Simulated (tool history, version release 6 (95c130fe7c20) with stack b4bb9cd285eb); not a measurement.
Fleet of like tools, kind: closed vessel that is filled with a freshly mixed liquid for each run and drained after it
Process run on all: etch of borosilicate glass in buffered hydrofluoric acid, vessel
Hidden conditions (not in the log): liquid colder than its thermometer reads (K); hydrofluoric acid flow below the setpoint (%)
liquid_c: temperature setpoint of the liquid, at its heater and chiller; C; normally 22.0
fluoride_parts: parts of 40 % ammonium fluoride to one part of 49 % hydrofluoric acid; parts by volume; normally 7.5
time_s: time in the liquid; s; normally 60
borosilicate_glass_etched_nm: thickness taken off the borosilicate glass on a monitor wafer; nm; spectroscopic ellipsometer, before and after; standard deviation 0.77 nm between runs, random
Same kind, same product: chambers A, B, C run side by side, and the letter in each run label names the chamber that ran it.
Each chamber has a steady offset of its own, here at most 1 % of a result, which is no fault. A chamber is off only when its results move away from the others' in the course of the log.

run,hour,liquid_c,fluoride_parts,time_s,hours since the thermometer was replaced,hours since the hydrofluoric acid flow meter was replaced,"read-back film thickness of the borosilicate glass reference wafer, read on the same gauge (nm)",borosilicate_glass_etched_nm
1C,8.9,22.0,7.5,60,442.0,663.5,50.028,86.845
2A,20.4,22.0,7.5,60,93.3,567.5,50.038,87.108
3B,30.0,22.0,7.5,60,1522.7,589.4,50.024,86.773
# hour 34.4: chamber C: thermometer replaced
4A,44.4,22.0,7.5,60,117.3,591.5,49.986,87.306
5C,51.8,22.0,7.5,60,17.4,706.4,49.975,88.618
6B,63.4,22.0,7.5,60,1556.1,622.8,50.059,86.922
7C,73.4,22.0,7.5,60,39.0,728.0,49.973,86.892
8B,82.9,22.0,7.5,60,1575.6,642.3,50.009,85.500
9A,96.7,22.0,7.5,60,169.6,643.8,50.020,87.454
10B,104.1,22.0,7.5,60,1596.8,663.5,49.993,86.024
11A,110.9,22.0,7.5,60,183.8,658.0,50.007,88.695
12C,122.6,22.0,7.5,30,88.2,777.2,49.975,44.264
13C,130.2,22.0,7.5,30,95.8,784.8,50.014,43.424
14A,143.4,22.0,7.5,30,216.3,690.5,50.036,44.022
# hour 154.2: chamber A: hydrofluoric acid flow meter replaced
15B,156.8,25.0,7.5,60,1649.5,716.2,49.959,97.559
16C,169.2,25.0,7.5,60,134.8,823.8,50.009,101.840
17A,179.9,25.0,7.5,60,252.8,25.7,49.975,101.730
18B,191.5,22.0,7.5,60,1684.2,750.9,49.989,82.428
19B,200.1,22.0,7.5,60,1692.8,759.5,49.969,82.556
20A,211.7,22.0,7.5,60,284.6,57.5,50.001,89.134
21C,218.9,22.0,7.5,60,184.5,873.5,49.981,86.440
22A,229.7,22.0,7.5,60,302.6,75.5,50.035,86.057
23B,239.8,22.0,7.5,60,1732.5,799.2,49.998,82.492
24C,246.6,22.0,7.5,60,212.2,901.2,49.987,88.844
25C,253.9,22.0,7.5,60,219.5,908.5,49.986,88.059
26B,265.8,22.0,7.5,60,1758.5,825.2,50.004,82.444
27A,276.7,22.0,7.5,60,349.6,122.5,50.007,88.882
28A,286.5,22.0,7.5,60,359.4,132.3,49.998,86.917
29C,301.1,22.0,7.5,60,266.7,955.7,49.960,87.207
30B,313.9,22.0,7.5,60,1806.6,873.3,50.040,81.621
31C,327.3,17.5,5.5,60,292.9,981.9,50.009,92.918
32A,338.1,17.5,5.5,60,411.0,183.9,49.994,92.072
33B,349.8,17.5,5.5,60,1842.5,909.2,50.016,82.609
34C,360.0,22.0,7.5,60,325.6,1014.6,49.999,87.197
35A,373.4,22.0,7.5,60,446.3,219.2,50.001,88.337
36B,382.5,22.0,7.5,60,1875.2,941.9,49.963,80.302
37A,390.3,22.0,7.5,60,463.2,236.1,50.037,87.449
38B,397.3,22.0,7.5,60,1890.0,956.7,50.056,79.153

For the next run the whole fleet of 3 chambers uses the same settings. Give each chamber's results:
39A,407.9,27.0,7.5,60,,,,?
39B,407.9,27.0,7.5,60,,,,?
39C,407.9,27.0,7.5,60,,,,?

run,borosilicate_glass_etched_nm
39A,114.800
39B,102.070
39C,112.070

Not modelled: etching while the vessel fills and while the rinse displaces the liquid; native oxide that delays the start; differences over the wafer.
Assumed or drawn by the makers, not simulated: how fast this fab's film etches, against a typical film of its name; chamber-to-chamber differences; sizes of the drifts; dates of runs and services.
